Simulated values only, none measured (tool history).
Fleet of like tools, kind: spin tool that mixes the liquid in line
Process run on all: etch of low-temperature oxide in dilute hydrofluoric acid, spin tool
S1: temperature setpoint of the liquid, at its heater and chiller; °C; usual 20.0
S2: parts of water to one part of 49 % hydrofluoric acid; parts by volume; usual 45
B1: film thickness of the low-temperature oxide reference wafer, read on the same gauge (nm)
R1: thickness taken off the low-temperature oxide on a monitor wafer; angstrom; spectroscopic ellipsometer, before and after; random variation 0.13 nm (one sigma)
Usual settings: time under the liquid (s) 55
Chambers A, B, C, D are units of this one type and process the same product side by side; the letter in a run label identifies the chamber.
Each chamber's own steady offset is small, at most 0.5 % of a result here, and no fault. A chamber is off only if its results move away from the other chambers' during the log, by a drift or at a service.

Run 1C, day 0.354: usual settings; B1 30.002. Result: R1 135.780 angstrom.
Run 2D, day 0.604: usual settings; B1 29.988. Result: R1 134.950 angstrom.
Run 3A, day 1.021: usual settings; B1 30.006. Result: R1 136.060 angstrom.
Run 4B, day 1.362: usual settings; B1 30.009. Result: R1 137.190 angstrom.
Run 5C, day 1.792: usual settings but S1 17.0 °C, S2 55 parts by volume; B1 30.019. Result: R1 95.223 angstrom.
Run 6B, day 2.029: usual settings but S1 17.0 °C, S2 55 parts by volume; B1 30.020. Result: R1 95.722 angstrom.
Run 7A, day 2.558: usual settings but S1 17.0 °C, S2 55 parts by volume; B1 30.012. Result: R1 97.311 angstrom.
Run 8D, day 2.938: usual settings but S1 17.0 °C, S2 55 parts by volume; B1 30.009. Result: R1 97.207 angstrom.
Run 9A, day 3.367: usual settings; B1 30.000. Result: R1 136.240 angstrom.
Run 10C, day 3.608: usual settings; B1 29.977. Result: R1 138.830 angstrom.
Run 11D, day 3.975: usual settings; B1 29.983. Result: R1 137.250 angstrom.
Run 12B, day 4.300: usual settings; B1 30.012. Result: R1 137.540 angstrom.
Run 13A, day 4.633: usual settings but S1 22.0 °C, S2 60 parts by volume; B1 30.009. Result: R1 109.960 angstrom.
Run 14B, day 4.958: usual settings but S1 22.0 °C, S2 60 parts by volume; B1 29.997. Result: R1 109.960 angstrom.
Run 15C, day 5.238: usual settings but S1 22.0 °C, S2 60 parts by volume; B1 29.980. Result: R1 108.020 angstrom.
Run 16D, day 5.617: usual settings but S1 22.0 °C, S2 60 parts by volume; B1 29.985. Result: R1 108.890 angstrom.
Run 17D, day 5.983: usual settings but S1 24.0 °C, S2 35 parts by volume; B1 30.035. Result: R1 211.440 angstrom.
Run 18A, day 6.292: usual settings but S1 24.0 °C, S2 35 parts by volume; B1 29.996. Result: R1 209.840 angstrom.
Run 19C, day 6.679: usual settings but S1 24.0 °C, S2 35 parts by volume; B1 30.007. Result: R1 203.650 angstrom.
Run 20B, day 7.062: usual settings but S1 24.0 °C, S2 35 parts by volume; B1 30.013. Result: R1 204.570 angstrom.
Run 21B, day 7.512: usual settings; B1 29.979. Result: R1 135.940 angstrom.
Run 22D, day 7.946: usual settings; B1 29.997. Result: R1 136.650 angstrom.
Run 23C, day 8.329: usual settings; B1 29.950. Result: R1 131.030 angstrom.
Run 24A, day 8.738: usual settings; B1 29.996. Result: R1 135.400 angstrom.
Run 25D, day 9.167: usual settings; B1 29.996. Result: R1 138.710 angstrom.
Run 26B, day 9.583: usual settings; B1 30.019. Result: R1 136.030 angstrom.
Run 27A, day 9.883: usual settings; B1 30.000. Result: R1 135.220 angstrom.
Run 28C, day 10.133: usual settings but time under the liquid (s) 40; B1 30.009. Result: R1 93.895 angstrom.
Run 29C, day 10.458: usual settings but time under the liquid (s) 40; B1 30.051. Result: R1 93.200 angstrom.
Run 30A, day 10.838: usual settings but time under the liquid (s) 40; B1 29.975. Result: R1 98.178 angstrom.
Run 31B, day 11.312: usual settings but time under the liquid (s) 40; B1 30.031. Result: R1 100.320 angstrom.
Run 32D, day 11.858: usual settings; B1 29.991. Result: R1 136.390 angstrom.
Run 33D, day 12.117: usual settings; B1 29.992. Result: R1 137.190 angstrom.
Run 34C, day 12.417: usual settings but S1 18.5 °C, time under the liquid (s) 25; B1 30.011. Result: R1 53.552 angstrom.
Run 35A, day 12.829: usual settings but S1 18.5 °C, time under the liquid (s) 25; B1 29.983. Result: R1 57.958 angstrom.
Run 36B, day 13.188: usual settings but S1 18.5 °C, time under the liquid (s) 25; B1 30.016. Result: R1 57.486 angstrom.
At day 13.246: chamber D: thermometer replaced.
Run 37D, day 13.658: usual settings but S1 18.5 °C, time under the liquid (s) 25; B1 29.983. Result: R1 58.652 angstrom.
Run 38B, day 14.188: usual settings; B1 29.992. Result: R1 136.040 angstrom.
Run 39A, day 14.479: usual settings; B1 29.985. Result: R1 135.150 angstrom.
Run 40C, day 14.825: usual settings but time under the liquid (s) 40; B1 29.980. Result: R1 89.676 angstrom.
Run 41A, day 15.138: usual settings but time under the liquid (s) 40; B1 29.998. Result: R1 100.530 angstrom.
Run 42D, day 15.617: usual settings but time under the liquid (s) 40; B1 29.989. Result: R1 101.150 angstrom.
Run 43C, day 15.933: usual settings but time under the liquid (s) 40; B1 29.989. Result: R1 88.782 angstrom.
Run 44B, day 16.438: usual settings; B1 29.995. Result: R1 136.980 angstrom.

Predict what each chamber gives when all 4 of them run the settings below next.
Run 45A, day 16.829: usual settings but time under the liquid (s) 70. Result: R1 ?.
Run 45B, day 16.829: usual settings but time under the liquid (s) 70. Result: R1 ?.
Run 45C, day 16.829: usual settings but time under the liquid (s) 70. Result: R1 ?.
Run 45D, day 16.829: usual settings but time under the liquid (s) 70. Result: R1 ?.

run       R1
45A  171.840
45B  172.450
45C  153.410
45D  175.110
